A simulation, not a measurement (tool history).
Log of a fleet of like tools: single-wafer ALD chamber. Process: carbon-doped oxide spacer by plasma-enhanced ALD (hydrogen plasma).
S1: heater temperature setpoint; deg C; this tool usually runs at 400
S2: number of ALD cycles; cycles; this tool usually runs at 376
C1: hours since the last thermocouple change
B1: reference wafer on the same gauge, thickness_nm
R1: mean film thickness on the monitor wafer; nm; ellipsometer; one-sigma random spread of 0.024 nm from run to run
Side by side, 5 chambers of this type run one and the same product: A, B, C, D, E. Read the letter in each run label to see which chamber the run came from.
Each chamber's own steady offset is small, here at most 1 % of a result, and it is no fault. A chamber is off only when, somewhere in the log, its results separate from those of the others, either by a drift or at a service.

run,hour,S1,S2,C1,B1,R1
1A,11.5,400,376,746.2,17.297,18.774
2B,28.1,400,376,980.6,17.293,18.827
3E,44.6,400,376,384.7,17.287,18.788
4C,57,400,376,837.8,17.293,18.804
5D,71.1,400,376,983.3,17.288,18.62
6B,87.4,409,376,1039.9,17.287,18.299
7D,101.4,409,376,1013.6,17.278,18.128
8A,113.9,409,376,848.6,17.283,18.255
9C,123.3,409,376,904.1,17.278,18.318
10E,134.6,409,376,474.7,17.282,18.288
11C,149.9,386,328,930.7,17.272,16.389
12E,164.7,386,328,504.8,17.268,16.411
13A,173.8,386,328,908.5,17.267,16.345
# hour 174.4: chamber D: thermocouple changed; heater temperature recalibrated
14B,181.8,386,328,1134.3,17.265,16.385
15D,189.4,386,328,15,17.267,16.207
16E,200.8,400,376,540.9,17.265,18.802
17D,213.6,400,376,39.2,17.263,18.629
18B,222.6,400,376,1175.1,17.263,18.779
19C,238.2,400,376,1019,17.263,18.754
20A,253.6,400,413,988.3,17.259,20.574
21D,265.1,400,413,90.7,17.249,20.433
22B,274.3,400,413,1226.8,17.247,20.657
23A,284.8,400,413,1019.5,17.249,20.609
24E,300.7,400,413,640.8,17.245,20.643
25C,310.2,400,376,1091,17.247,18.792
26B,320.3,400,376,1272.8,17.243,18.743
27D,330.7,400,376,156.3,17.241,18.569
28A,339,400,376,1073.7,17.239,18.674
29C,349.8,400,376,1130.6,17.236,18.75
30E,366.5,400,376,706.6,17.236,18.782
31C,374.4,400,376,1155.2,17.234,18.78
32D,382.1,400,376,207.7,17.225,18.623
33B,391,396,376,1343.5,17.234,18.788
34E,403.5,396,376,743.6,17.233,18.767
35A,414.6,396,376,1149.3,17.23,18.722
36C,427.9,396,376,1208.7,17.223,18.767
37A,438.2,396,376,1172.9,17.225,18.663
38E,452.8,400,376,792.9,17.219,18.744
39B,468.6,400,376,1421.1,17.224,18.775
40D,484.9,400,376,310.5,17.216,18.594
41B,499.1,400,376,1451.6,17.212,18.737
42E,513.9,400,376,854,17.212,18.741
43C,526.4,400,376,1307.2,17.213,18.732

All 5 chambers run these settings next. Forecast each chamber's results:
44A,538.4,400,321,,,?
44B,538.4,400,321,,,?
44C,538.4,400,321,,,?
44D,538.4,400,321,,,?
44E,538.4,400,321,,,?

run,R1
44A,15.929
44B,15.956
44C,15.989
44D,15.858
44E,15.992
